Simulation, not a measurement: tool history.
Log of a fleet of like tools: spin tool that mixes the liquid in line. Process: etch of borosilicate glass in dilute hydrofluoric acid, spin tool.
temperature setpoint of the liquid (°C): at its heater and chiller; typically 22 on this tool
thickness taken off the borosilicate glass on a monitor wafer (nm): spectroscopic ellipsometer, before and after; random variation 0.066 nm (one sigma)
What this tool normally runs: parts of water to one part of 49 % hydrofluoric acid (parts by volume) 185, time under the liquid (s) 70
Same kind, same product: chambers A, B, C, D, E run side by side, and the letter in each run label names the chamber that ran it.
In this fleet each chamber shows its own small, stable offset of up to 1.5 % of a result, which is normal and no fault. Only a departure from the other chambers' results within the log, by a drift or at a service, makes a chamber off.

| run | day | temperature setpoint of the liquid (°C) | parts of water to one part of 49 % hydrofluoric acid (parts by volume) | time under the liquid (s) | read-back film thickness of the borosilicate glass reference wafer, read on the same gauge (nm) | thickness taken off the borosilicate glass on a monitor wafer (nm) |
|---|---|---|---|---|---|---|
| 1B | 0.321 | 22 | 185 | 70 | 140.02 | 8.6009 |
| 2A | 0.754 | 22 | 185 | 70 | 140 | 8.6297 |
| 3E | 1.196 | 22 | 185 | 70 | 140.03 | 8.8401 |
|  | 1.2 | chamber B: hydrofluoric acid flow meter replaced |
|  | 1.417 | chamber D: thermometer replaced |
| 4C | 1.667 | 22 | 185 | 70 | 139.98 | 8.7008 |
| 5D | 2.025 | 22 | 185 | 70 | 140 | 8.6571 |
| 6B | 2.283 | 22 | 185 | 70 | 139.98 | 8.6196 |
| 7D | 2.792 | 22 | 265 | 70 | 140 | 5.6694 |
|  | 3.212 | chamber E: hydrofluoric acid flow meter replaced |
| 8E | 3.262 | 22 | 265 | 70 | 139.99 | 5.5876 |
| 9C | 3.729 | 22 | 265 | 70 | 139.98 | 5.5881 |
| 10A | 4.096 | 22 | 265 | 70 | 140.05 | 5.6469 |
| 11B | 4.412 | 22 | 265 | 70 | 140.02 | 5.587 |
| 12A | 4.725 | 22 | 185 | 70 | 140.01 | 8.6369 |
| 13D | 5.229 | 22 | 185 | 70 | 139.96 | 8.647 |
| 14C | 5.642 | 22 | 185 | 70 | 139.98 | 8.6254 |
| 15E | 6.071 | 22 | 185 | 70 | 139.96 | 8.6929 |
| 16C | 6.321 | 22 | 185 | 70 | 139.99 | 8.6325 |
| 17E | 6.708 | 22 | 185 | 70 | 140.05 | 8.8215 |
| 18A | 7.096 | 22 | 185 | 55 | 140.05 | 6.7075 |
| 19D | 7.525 | 22 | 185 | 55 | 140.04 | 6.7363 |
| 20B | 8.025 | 22 | 185 | 55 | 139.98 | 6.81 |
| 21E | 8.479 | 22 | 185 | 55 | 140.01 | 6.8075 |
| 22D | 8.975 | 22 | 185 | 55 | 139.96 | 6.6857 |
| 23A | 9.267 | 22 | 185 | 70 | 140.01 | 8.5914 |
| 24B | 9.538 | 22 | 185 | 70 | 139.98 | 8.5591 |
| 25C | 9.804 | 22 | 185 | 70 | 140.01 | 8.6729 |
|  | 10.096 | chamber A: hydrofluoric acid flow meter replaced |
| 26C | 10.146 | 22 | 185 | 70 | 140.02 | 8.6953 |
| 27A | 10.571 | 22 | 185 | 70 | 139.95 | 8.7382 |
| 28B | 10.808 | 18 | 185 | 100 | 139.98 | 10.559 |
| 29D | 11.142 | 18 | 185 | 100 | 140.01 | 10.613 |
| 30E | 11.475 | 18 | 185 | 100 | 139.99 | 10.655 |
| 31B | 11.925 | 18 | 185 | 100 | 139.98 | 10.591 |
| 32A | 12.321 | 18 | 185 | 100 | 140.03 | 10.663 |
| 33D | 12.829 | 22 | 185 | 70 | 139.99 | 8.7101 |

One chamber off, gauge drift, or nothing amiss beyond the chambers' own small offsets? If it is a chamber, which one, and what is the likeliest cause?

Neither any chamber nor the gauge drifts; the chambers differ only by their own small, steady offsets.

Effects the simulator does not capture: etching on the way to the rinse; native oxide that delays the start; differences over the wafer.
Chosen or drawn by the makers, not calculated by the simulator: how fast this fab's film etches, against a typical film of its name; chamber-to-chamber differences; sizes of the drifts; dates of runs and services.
